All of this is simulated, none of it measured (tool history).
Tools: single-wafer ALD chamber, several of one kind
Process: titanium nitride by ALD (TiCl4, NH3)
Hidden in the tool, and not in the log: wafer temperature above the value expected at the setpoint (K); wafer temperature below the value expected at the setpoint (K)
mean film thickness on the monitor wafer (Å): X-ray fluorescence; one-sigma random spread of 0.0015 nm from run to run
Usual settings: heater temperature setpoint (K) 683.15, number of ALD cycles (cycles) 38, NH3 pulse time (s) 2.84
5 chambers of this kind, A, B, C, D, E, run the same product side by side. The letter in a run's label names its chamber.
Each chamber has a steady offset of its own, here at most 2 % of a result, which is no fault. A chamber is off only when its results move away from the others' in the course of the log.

run,hour,heater temperature setpoint (K),number of ALD cycles (cycles),NH3 pulse time (s),hours since the last thermocouple change,"read-back reference wafer on the same gauge, thickness_nm",mean film thickness on the monitor wafer (Å)
1A,9.0,683.15,38,2.84,1909.6,0.87619,8.5310
2D,16.7,683.15,38,2.84,632.8,0.87652,8.3678
3B,31.0,683.15,38,2.84,1047.0,0.87681,8.4848
4C,42.7,683.15,38,2.84,108.9,0.87675,8.4757
5E,49.9,683.15,38,2.84,1901.9,0.87692,8.4605
6E,58.7,683.15,38,2.84,1910.7,0.87680,8.4718
7A,71.8,683.15,38,2.84,1972.4,0.87719,8.5590
8B,81.4,683.15,38,2.84,1097.4,0.87732,8.5075
9D,94.4,683.15,38,2.84,710.5,0.87769,8.3492
10C,106.0,683.15,38,2.84,172.2,0.87783,8.5088
11B,119.1,683.15,38,2.84,1135.1,0.87808,8.4911
12D,133.4,683.15,33,2.84,749.5,0.87798,7.2782
13C,142.8,683.15,33,2.84,209.0,0.87821,7.3974
14E,149.2,683.15,33,2.84,2001.2,0.87834,7.3603
# hour 152.5: chamber B: thermocouple changed; heater temperature recalibrated
15A,163.6,683.15,33,2.84,2064.2,0.87825,7.4488
16A,170.4,683.15,33,2.84,2071.0,0.87826,7.4262
17E,181.6,683.15,38,2.84,2033.6,0.87900,8.4772
18C,189.8,683.15,38,2.84,256.0,0.87871,8.5042
19D,204.5,683.15,38,2.84,820.6,0.87899,8.3785
20B,214.4,683.15,38,2.84,62.0,0.87953,8.5114
21E,227.0,683.15,38,2.84,2079.0,0.87941,8.5183
22B,235.1,683.15,38,2.84,82.7,0.87972,8.5189
23A,241.7,683.15,38,2.84,2142.3,0.88044,8.5736
24C,252.9,683.15,38,2.84,319.1,0.88004,8.5071
25D,263.8,683.15,38,2.84,879.9,0.88008,8.3755
26C,271.4,683.15,38,2.84,337.6,0.88048,8.5212
27E,280.8,683.15,38,2.84,2132.8,0.88051,8.5126
28D,291.6,683.15,38,2.84,907.7,0.88068,8.3810
29A,304.2,683.15,38,2.84,2204.8,0.88101,8.5930
30B,319.0,683.15,38,2.84,166.6,0.88119,8.5537
31A,327.9,683.15,38,2.84,2228.5,0.88092,8.5825
32B,341.5,683.15,38,2.84,189.1,0.88181,8.5389
33C,355.8,683.15,38,2.84,422.0,0.88197,8.5394
34E,366.1,683.15,38,2.84,2218.1,0.88199,8.5372
35D,377.4,683.15,38,2.84,993.5,0.88188,8.4189

What goes on in this fleet: one chamber off, a drifting gauge, or nothing beyond the chambers' own small offsets? Name the chamber and the cause, if any.

The shared gauge is drifting. All chambers look as if they move in step, but none is off.
Most likely cause: gauge reads high (%) = 0.709.
